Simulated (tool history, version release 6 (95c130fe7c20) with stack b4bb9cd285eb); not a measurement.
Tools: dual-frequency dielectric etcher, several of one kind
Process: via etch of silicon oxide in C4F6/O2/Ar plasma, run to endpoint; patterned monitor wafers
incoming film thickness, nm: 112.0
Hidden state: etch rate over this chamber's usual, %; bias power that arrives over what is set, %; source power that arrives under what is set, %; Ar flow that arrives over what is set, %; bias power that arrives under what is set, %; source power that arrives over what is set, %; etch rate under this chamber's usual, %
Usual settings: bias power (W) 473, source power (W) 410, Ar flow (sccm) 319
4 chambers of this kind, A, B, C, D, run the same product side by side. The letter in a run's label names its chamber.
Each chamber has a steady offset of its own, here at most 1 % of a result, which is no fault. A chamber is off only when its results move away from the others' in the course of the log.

| run | hour | bias power (W) | source power (W) | Ar flow (sccm) | hours since the last wet clean | hours since the last bias power generator calibration | hours since the last source power generator calibration | hours since the last Ar flow controller change | endpoint time (s) |
|---|---|---|---|---|---|---|---|---|---|
|  | 4.4 | chamber C: source power generator calibrated |
| 1B | 8.9 | 473 | 410 | 319 | 144.4 | 2276.1 | 1271.6 | 2001.6 | 25.423 |
| 2D | 16.4 | 473 | 410 | 319 | 367.1 | 670.2 | 1205.9 | 661.5 | 25.099 |
| 3A | 26.6 | 473 | 410 | 319 | 186.1 | 1146.9 | 944.9 | 4082.1 | 25.585 |
| 4C | 39.1 | 473 | 410 | 319 | 336 | 122 | 34.7 | 1061.2 | 25.395 |
| 5A | 45.3 | 473 | 410 | 319 | 204.8 | 1165.6 | 963.6 | 4100.8 | 25.111 |
| 6B | 55.7 | 473 | 410 | 319 | 191.2 | 2322.9 | 1318.4 | 2048.4 | 25.436 |
| 7C | 67.3 | 473 | 410 | 319 | 364.2 | 150.2 | 62.9 | 1089.4 | 24.907 |
| 8D | 73.8 | 473 | 410 | 319 | 424.5 | 727.6 | 1263.3 | 718.9 | 25.606 |
| 9B | 79.9 | 473 | 410 | 319 | 215.4 | 2347.1 | 1342.6 | 2072.6 | 25.461 |
| 10C | 90.7 | 473 | 410 | 319 | 387.6 | 173.6 | 86.3 | 1112.8 | 25.036 |
| 11D | 97.8 | 473 | 410 | 319 | 448.5 | 751.6 | 1287.3 | 742.9 | 24.817 |
| 12A | 105.8 | 473 | 410 | 319 | 265.3 | 1226.1 | 1024.1 | 4161.3 | 25.181 |
| 13A | 113.1 | 556 | 350 | 319 | 272.6 | 1233.4 | 1031.4 | 4168.6 | 25.207 |
| 14C | 123.3 | 556 | 350 | 319 | 420.2 | 206.2 | 118.9 | 1145.4 | 25.34 |
| 15D | 135.4 | 556 | 350 | 319 | 486.1 | 789.2 | 1324.9 | 780.5 | 25.576 |
| 16B | 147.9 | 556 | 350 | 319 | 283.4 | 2415.1 | 1410.6 | 2140.6 | 25.45 |
| 17B | 154.2 | 473 | 410 | 319 | 289.7 | 2421.4 | 1416.9 | 2146.9 | 25.723 |
| 18D | 166.8 | 473 | 410 | 319 | 517.5 | 820.6 | 1356.3 | 811.9 | 26.061 |
| 19A | 178.4 | 473 | 410 | 319 | 337.9 | 1298.7 | 1096.7 | 4233.9 | 24.841 |
| 20C | 185.1 | 473 | 410 | 319 | 482 | 268 | 180.7 | 1207.2 | 25.217 |
| 21D | 191 | 473 | 410 | 319 | 541.7 | 844.8 | 1380.5 | 836.1 | 25.81 |
| 22C | 197.8 | 473 | 410 | 319 | 494.7 | 280.7 | 193.4 | 1219.9 | 25.427 |
| 23B | 204.1 | 473 | 410 | 319 | 339.6 | 2471.3 | 1466.8 | 2196.8 | 25.539 |
| 24A | 210 | 473 | 410 | 319 | 369.5 | 1330.3 | 1128.3 | 4265.5 | 25.028 |
| 25A | 219.8 | 473 | 410 | 319 | 379.3 | 1340.1 | 1138.1 | 4275.3 | 24.905 |
| 26D | 226.7 | 473 | 410 | 319 | 577.4 | 880.5 | 1416.2 | 871.8 | 26.558 |
| 27B | 234 | 473 | 410 | 319 | 369.5 | 2501.2 | 1496.7 | 2226.7 | 25.584 |
| 28C | 242.2 | 473 | 410 | 319 | 539.1 | 325.1 | 237.8 | 1264.3 | 24.797 |
|  | 249.4 | chamber B: wet clean of the chamber |
| 29C | 250.3 | 473 | 410 | 319 | 547.2 | 333.2 | 245.9 | 1272.4 | 25.341 |
| 30D | 257.6 | 473 | 410 | 319 | 608.3 | 911.4 | 1447.1 | 902.7 | 26.134 |
| 31B | 265.6 | 473 | 410 | 319 | 16.2 | 2532.8 | 1528.3 | 2258.3 | 25.479 |

What goes on in this fleet: one chamber off, a drifting gauge, or nothing beyond the chambers' own small offsets? Name the chamber and the cause, if any.

Chamber D drifts away from the others.
Cause: etch rate under this chamber's usual, % = 5.5.

Here are 4 candidates for chamber D's next run, each the usual settings with a change, their results left as question marks. Which one brings its results back in line with what the others give on the usual settings?
In line means no further than this from the other chambers' mean on the usual settings: endpoint time (s) 0.72
| 32D-1 | 275.1 | 537 | 460 | 306 |  |  |  |  | ? |
| 32D-2 | 275.1 | 473 | 460 | 307 |  |  |  |  | ? |
| 32D-3 | 275.1 | 409 | 360 | 332 |  |  |  |  | ? |
| 32D-4 | 275.1 | 407 | 410 | 319 |  |  |  |  | ? |

The other chambers' mean on the usual settings: endpoint time (s) 25.266
| run | endpoint time (s) |
|---|---|
| 32D-1 | 24.293 |
| 32D-2 | 25.489 |
| 32D-3 | 29.762 |
| 32D-4 | 28.26 |
32D-2 brings the chamber back in line.
